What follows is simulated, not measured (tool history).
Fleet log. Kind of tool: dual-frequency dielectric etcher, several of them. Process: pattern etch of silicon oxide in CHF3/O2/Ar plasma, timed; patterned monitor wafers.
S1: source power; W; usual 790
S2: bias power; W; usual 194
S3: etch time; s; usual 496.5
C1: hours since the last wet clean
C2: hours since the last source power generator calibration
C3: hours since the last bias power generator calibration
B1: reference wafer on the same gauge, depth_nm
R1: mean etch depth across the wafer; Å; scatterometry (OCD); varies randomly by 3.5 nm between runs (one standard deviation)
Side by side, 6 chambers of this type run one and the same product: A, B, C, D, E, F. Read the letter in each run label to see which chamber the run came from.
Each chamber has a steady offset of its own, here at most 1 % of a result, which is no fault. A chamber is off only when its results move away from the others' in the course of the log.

run	hour	S1	S2	S3	C1	C2	C3	B1	R1
1C	10.2	790	194	496.5	192.3	1035.9	1275.2	930.59	11198.0
2A	16.2	790	194	496.5	517.3	612.4	2260.2	930.50	11152.0
3E	21.5	790	194	496.5	214.5	2422.9	645.4	929.60	11201.0
4B	30.1	790	194	496.5	129.1	1763.3	1169.4	929.56	11237.0
5D	37.9	790	194	496.5	285.2	2929.7	1207.8	929.67	11129.0
6F	43.1	850	194	617.0	429.2	794.4	1870.6	930.16	14268.0
7C	48.4	850	194	617.0	230.5	1074.1	1313.4	930.25	14303.0
8E	57.1	850	194	617.0	250.1	2458.5	681.0	930.21	14337.0
9F	68.1	850	194	617.0	454.2	819.4	1895.6	929.96	14262.0
10A	78.6	850	194	617.0	579.7	674.8	2322.6	929.56	14261.0
11D	88.1	850	194	617.0	335.4	2979.9	1258.0	930.26	14191.0
# hour 95.4: chamber A: wet clean of the chamber
12B	99.1	790	194	496.5	198.1	1832.3	1238.4	929.43	11252.0
13F	104.6	990	235	496.5	490.7	855.9	1932.1	929.61	12999.0
14A	112.8	990	235	496.5	17.5	709.0	2356.8	929.22	12896.0
15D	119.5	990	235	496.5	366.8	3011.3	1289.4	930.64	12905.0
16E	129.4	990	235	496.5	322.4	2530.8	753.3	930.87	12992.0
17B	140.5	990	235	496.5	239.5	1873.7	1279.8	930.46	13108.0
# hour 141.7: chamber F: wet clean of the chamber
18C	148.3	990	235	496.5	330.4	1174.0	1413.3	931.06	13061.0
19E	159.5	790	194	596.0	352.5	2560.9	783.4	930.40	13464.0
20C	166.2	790	194	596.0	348.3	1191.9	1431.2	930.00	13449.0
21F	172.4	790	194	596.0	30.7	923.7	1999.9	930.62	13695.0
# hour 174.3: chamber D: wet clean of the chamber
22A	180.6	790	194	596.0	85.3	776.8	2424.6	930.44	13439.0
# hour 182.2: chamber E: source power generator calibrated
23D	187.7	790	194	596.0	13.4	3079.5	1357.6	929.96	13382.0
24B	196.1	790	194	596.0	295.1	1929.3	1335.4	930.73	13571.0
25A	204.3	790	194	496.5	109.0	800.5	2448.3	930.39	11121.0
# hour 205.8: chamber E: wet clean of the chamber
26E	212.8	790	194	496.5	7.0	30.7	836.7	929.72	11195.0
27B	218.0	790	194	496.5	317.0	1951.2	1357.3	931.12	11206.0
28D	227.0	790	194	496.5	52.7	3118.8	1396.9	930.07	11128.0
# hour 228.0: chamber A: bias power generator calibrated
29C	236.6	790	194	496.5	418.7	1262.3	1501.6	928.72	11209.0
30F	245.9	930	194	496.5	104.2	997.2	2073.4	929.41	12169.0
31E	256.6	930	194	496.5	50.8	74.5	880.5	929.67	11968.0
# hour 265.8: chamber B: wet clean of the chamber
32D	267.3	930	194	496.5	93.0	3159.1	1437.2	930.03	11834.0
33C	277.5	930	194	496.5	459.6	1303.2	1542.5	930.30	11910.0
34A	284.0	930	194	496.5	188.7	880.2	56.0	930.44	11832.0
35F	291.1	930	194	496.5	149.4	1042.4	2118.6	930.41	12116.0
36B	299.9	790	194	496.5	34.2	2033.1	1439.2	929.56	11221.0
37E	306.7	860	194	426.5	100.9	124.6	930.6	930.12	9956.4
38B	313.1	860	194	426.5	47.4	2046.3	1452.4	929.96	9941.8
39C	322.5	860	194	426.5	504.6	1348.2	1587.5	930.29	9953.5
40D	330.9	860	194	426.5	156.6	3222.7	1500.8	930.18	9866.7
41F	336.7	860	194	426.5	195.0	1088.0	2164.2	930.48	10122.0
42A	347.3	860	194	426.5	252.0	943.5	119.3	930.78	9941.9

Decide between three cases: one chamber stands off from its peers, the gauge reading all wafers drifts, or nothing is wrong past each chamber's small offset. Where a chamber is off, say which and what most likely put it there.

A service left chamber F off against the others.
Cause: etch rate over this chamber's usual, % = 2.15.

Here are 4 candidates for chamber F's next run, each the usual settings with a change, their results left as question marks. Which one brings its results back in line with what the others give on the usual settings?
Maximum distance from the other chambers' mean on the usual settings for a result to count as in line: R1 120.0 Å
43F-1	355.9	790	196	514.5					?
43F-2	355.9	790	195	504.5					?
43F-3	355.9	790	193	487.5					?
43F-4	355.9	710	194	496.5					?

The mean the other chambers reach with the usual settings: R1 11191.0 Å
run	R1
43F-1	11845.0
43F-2	11595.0
43F-3	11165.0
43F-4	10934.0
The right change is 43F-3: it brings the chamber back within the allowed miss of the others.

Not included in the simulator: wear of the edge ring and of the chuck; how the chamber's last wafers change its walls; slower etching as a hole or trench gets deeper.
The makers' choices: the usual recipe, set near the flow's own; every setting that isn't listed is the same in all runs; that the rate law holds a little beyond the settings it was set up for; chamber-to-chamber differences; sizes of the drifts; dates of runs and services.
